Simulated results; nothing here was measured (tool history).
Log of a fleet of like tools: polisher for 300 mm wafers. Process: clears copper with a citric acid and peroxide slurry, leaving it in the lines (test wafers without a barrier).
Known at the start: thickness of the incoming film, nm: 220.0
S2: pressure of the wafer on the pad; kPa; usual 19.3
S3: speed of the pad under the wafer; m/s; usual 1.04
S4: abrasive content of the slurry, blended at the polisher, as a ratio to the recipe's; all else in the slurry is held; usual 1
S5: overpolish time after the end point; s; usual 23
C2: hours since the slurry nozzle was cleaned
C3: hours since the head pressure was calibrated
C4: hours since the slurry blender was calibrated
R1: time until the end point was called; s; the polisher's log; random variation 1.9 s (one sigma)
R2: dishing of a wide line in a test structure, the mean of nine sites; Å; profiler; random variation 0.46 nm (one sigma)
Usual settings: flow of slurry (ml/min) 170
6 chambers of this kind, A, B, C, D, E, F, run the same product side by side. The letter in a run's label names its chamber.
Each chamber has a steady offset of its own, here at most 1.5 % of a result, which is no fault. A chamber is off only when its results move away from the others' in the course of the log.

Run 1F, hour 8.9: usual settings; wafers polished on this pad 354; C2 444.5; C3 731.3; C4 80.9. Result: R1 120.88 s, R2 182.62 Å.
Run 2D, hour 16.1: usual settings; wafers polished on this pad 144; C2 406.3; C3 583.4; C4 131.5. Result: R1 119.74 s, R2 193.38 Å.
Run 3C, hour 22.3: usual settings; wafers polished on this pad 278; C2 337.8; C3 686.8; C4 119.3. Result: R1 119.55 s, R2 187.12 Å.
Run 4A, hour 31: usual settings; wafers polished on this pad 474; C2 186.3; C3 1002.9; C4 138.5. Result: R1 115.44 s, R2 182.75 Å.
Run 5B, hour 39.2: usual settings; wafers polished on this pad 578; C2 462.8; C3 596.7; C4 158. Result: R1 117.77 s, R2 183.35 Å.
Run 6E, hour 44.7: usual settings; wafers polished on this pad 1383; C2 238.8; C3 326.4; C4 109.7. Result: R1 115.39 s, R2 183.43 Å.
Run 7F, hour 53.3: usual settings but S4 1.25, S5 15 s; wafers polished on this pad 586; C2 488.9; C3 775.7; C4 125.3. Result: R1 112.18 s, R2 150.93 Å.
At hour 59.6: chamber E: worn pad replaced by a new one.
Run 8E, hour 62.7: usual settings but S4 1.25, S5 15 s; wafers polished on this pad 16; C2 256.8; C3 344.4; C4 127.7. Result: R1 111.98 s, R2 149.4 Å.
At hour 65.6: chamber A: worn pad replaced by a new one.
Run 9A, hour 67.6: usual settings but S4 1.25, S5 15 s; wafers polished on this pad 10; C2 222.9; C3 1039.5; C4 175.1. Result: R1 114.59 s, R2 154.24 Å.
Run 10C, hour 76.5: usual settings but S4 1.25, S5 15 s; wafers polished on this pad 562; C2 392; C3 741; C4 173.5. Result: R1 109.13 s, R2 153.06 Å.
Run 11D, hour 85.7: usual settings but S4 1.25, S5 15 s; wafers polished on this pad 508; C2 475.9; C3 653; C4 201.1. Result: R1 111.88 s, R2 156.32 Å.
Run 12B, hour 95: usual settings but S4 1.25, S5 15 s; wafers polished on this pad 869; C2 518.6; C3 652.5; C4 213.8. Result: R1 111.09 s, R2 150.32 Å.
At hour 102.8: chamber F: head pressure recalibrated.
Run 13B, hour 103.1: usual settings; wafers polished on this pad 912; C2 526.7; C3 660.6; C4 221.9. Result: R1 115.25 s, R2 186.52 Å.
Run 14C, hour 112: usual settings; wafers polished on this pad 747; C2 427.5; C3 776.5; C4 209. Result: R1 113.47 s, R2 187.54 Å.
At hour 117.6: chamber C: head pressure recalibrated.
Run 15E, hour 118.6: usual settings; wafers polished on this pad 308; C2 312.7; C3 400.3; C4 183.6. Result: R1 117.11 s, R2 185.3 Å.
At hour 126.3: chamber B: head pressure recalibrated.
Run 16F, hour 127.9: usual settings; wafers polished on this pad 976; C2 563.5; C3 25.1; C4 199.9. Result: R1 116.65 s, R2 189.7 Å.
At hour 133.1: chamber F: slurry nozzle cleaned.
Run 17D, hour 136.7: usual settings; wafers polished on this pad 775; C2 526.9; C3 704; C4 252.1. Result: R1 119.94 s, R2 193.44 Å.
At hour 140.7: chamber E: slurry blender recalibrated.
At hour 141: chamber F: slurry blender recalibrated.
Run 18A, hour 144.2: usual settings; wafers polished on this pad 410; C2 299.5; C3 1116.1; C4 251.7. Result: R1 118.99 s, R2 181.56 Å.
At hour 144.8: chamber D: slurry blender recalibrated.
Run 19E, hour 151.3: usual settings; wafers polished on this pad 479; C2 345.4; C3 433; C4 10.6. Result: R1 119.03 s, R2 187.1 Å.
Run 20F, hour 160.2: usual settings; wafers polished on this pad 1145; C2 27.2; C3 57.4; C4 19.2. Result: R1 121.07 s, R2 186.44 Å.
At hour 165.1: chamber E: slurry nozzle cleaned.
Run 21C, hour 168.6: usual settings but S4 1.15; wafers polished on this pad 1043; C2 484.1; C3 51.1; C4 265.6. Result: R1 113.34 s, R2 187.24 Å.
At hour 175: chamber A: worn pad replaced by a new one.
Run 22D, hour 177.6: usual settings but S4 1.15; wafers polished on this pad 989; C2 567.8; C3 744.9; C4 32.9. Result: R1 112.31 s, R2 182.45 Å.
Run 23B, hour 186.5: usual settings but S4 1.15; wafers polished on this pad 1348; C2 610.1; C3 60.2; C4 305.3. Result: R1 115.15 s, R2 182.23 Å.
At hour 188.2: chamber A: slurry blender recalibrated.
At hour 188.9: chamber B: worn pad replaced by a new one.
At hour 191.7: chamber D: worn pad replaced by a new one.
At hour 192.5: chamber C: worn pad replaced by a new one.
Run 24A, hour 193.9: usual settings but S4 1.15; wafers polished on this pad 98; C2 349.2; C3 1165.8; C4 5.7. Result: R1 117.79 s, R2 183.7 Å.
Run 25A, hour 198.7: usual settings but S4 1.15; wafers polished on this pad 124; C2 354; C3 1170.6; C4 10.5. Result: R1 113.36 s, R2 187 Å.
At hour 206.5: chamber C: slurry nozzle cleaned.
Run 26B, hour 207.4: usual settings but S4 1.15; wafers polished on this pad 97; C2 631; C3 81.1; C4 326.2. Result: R1 114.12 s, R2 192.9 Å.
Run 27E, hour 212.6: usual settings but flow of slurry (ml/min) 145; wafers polished on this pad 800; C2 47.5; C3 494.3; C4 71.9. Result: R1 121.32 s, R2 185.36 Å.
Run 28D, hour 220.1: usual settings but flow of slurry (ml/min) 145; wafers polished on this pad 148; C2 610.3; C3 787.4; C4 75.4. Result: R1 117.73 s, R2 191.95 Å.
At hour 220.7: chamber A: head pressure recalibrated.
Run 29F, hour 226.7: usual settings but flow of slurry (ml/min) 145; wafers polished on this pad 1493; C2 93.7; C3 123.9; C4 85.7. Result: R1 128.95 s, R2 178.3 Å.
Run 30C, hour 234: usual settings but flow of slurry (ml/min) 145; wafers polished on this pad 216; C2 27.6; C3 116.5; C4 331. Result: R1 117.2 s, R2 178.25 Å.
Run 31F, hour 243.6: usual settings but flow of slurry (ml/min) 145; wafers polished on this pad 1581; C2 110.6; C3 140.8; C4 102.6. Result: R1 130.25 s, R2 182.26 Å.
Run 32A, hour 251.5: usual settings but flow of slurry (ml/min) 145; wafers polished on this pad 399; C2 406.8; C3 30.9; C4 63.3. Result: R1 120.9 s, R2 182.89 Å.
Run 33D, hour 256.1: usual settings; wafers polished on this pad 337; C2 646.3; C3 823.4; C4 111.4. Result: R1 120.66 s, R2 184.94 Å.
Run 34C, hour 263.4: usual settings; wafers polished on this pad 370; C2 57; C3 145.9; C4 360.4. Result: R1 115.17 s, R2 187.54 Å.
At hour 263.7: chamber B: slurry blender recalibrated.
Run 35E, hour 268.4: usual settings but S2 15.9 kPa, S3 1.26 m/s; wafers polished on this pad 1091; C2 103.3; C3 550.1; C4 127.7. Result: R1 114.82 s, R2 187.94 Å.
Run 36B, hour 274.5: usual settings but S2 15.9 kPa, S3 1.26 m/s; wafers polished on this pad 447; C2 698.1; C3 148.2; C4 10.9. Result: R1 120.13 s, R2 182.79 Å.
At hour 280.4: chamber C: slurry blender recalibrated.
Run 37F, hour 280.4: usual settings but S2 15.9 kPa, S3 1.26 m/s; wafers polished on this pad 1773; C2 147.4; C3 177.6; C4 139.4. Result: R1 130.5 s, R2 179.58 Å.
Run 38D, hour 286: usual settings but S2 15.9 kPa, S3 1.26 m/s; wafers polished on this pad 493; C2 676.2; C3 853.3; C4 141.3. Result: R1 116.33 s, R2 186.35 Å.
Run 39C, hour 294.9: usual settings but S2 15.9 kPa, S3 1.26 m/s; wafers polished on this pad 535; C2 88.5; C3 177.4; C4 14.6. Result: R1 112.28 s, R2 189.33 Å.
Run 40B, hour 305.1: usual settings but S2 15.9 kPa, S3 1.26 m/s; wafers polished on this pad 607; C2 728.7; C3 178.8; C4 41.5. Result: R1 115.21 s, R2 191.35 Å.

All 6 chambers run these settings next. Forecast each chamber's results:
Run 41A, hour 312.4: usual settings. Result: R1 ?, R2 ?.
Run 41B, hour 312.4: usual settings. Result: R1 ?, R2 ?.
Run 41C, hour 312.4: usual settings. Result: R1 ?, R2 ?.
Run 41D, hour 312.4: usual settings. Result: R1 ?, R2 ?.
Run 41E, hour 312.4: usual settings. Result: R1 ?, R2 ?.
Run 41F, hour 312.4: usual settings. Result: R1 ?, R2 ?.

run      R1      R2
41A  118.54  185.81
41B  119.25   184.6
41C  115.04  184.68
41D  117.56  182.81
41E  118.67  197.94
41F  135.55  175.94

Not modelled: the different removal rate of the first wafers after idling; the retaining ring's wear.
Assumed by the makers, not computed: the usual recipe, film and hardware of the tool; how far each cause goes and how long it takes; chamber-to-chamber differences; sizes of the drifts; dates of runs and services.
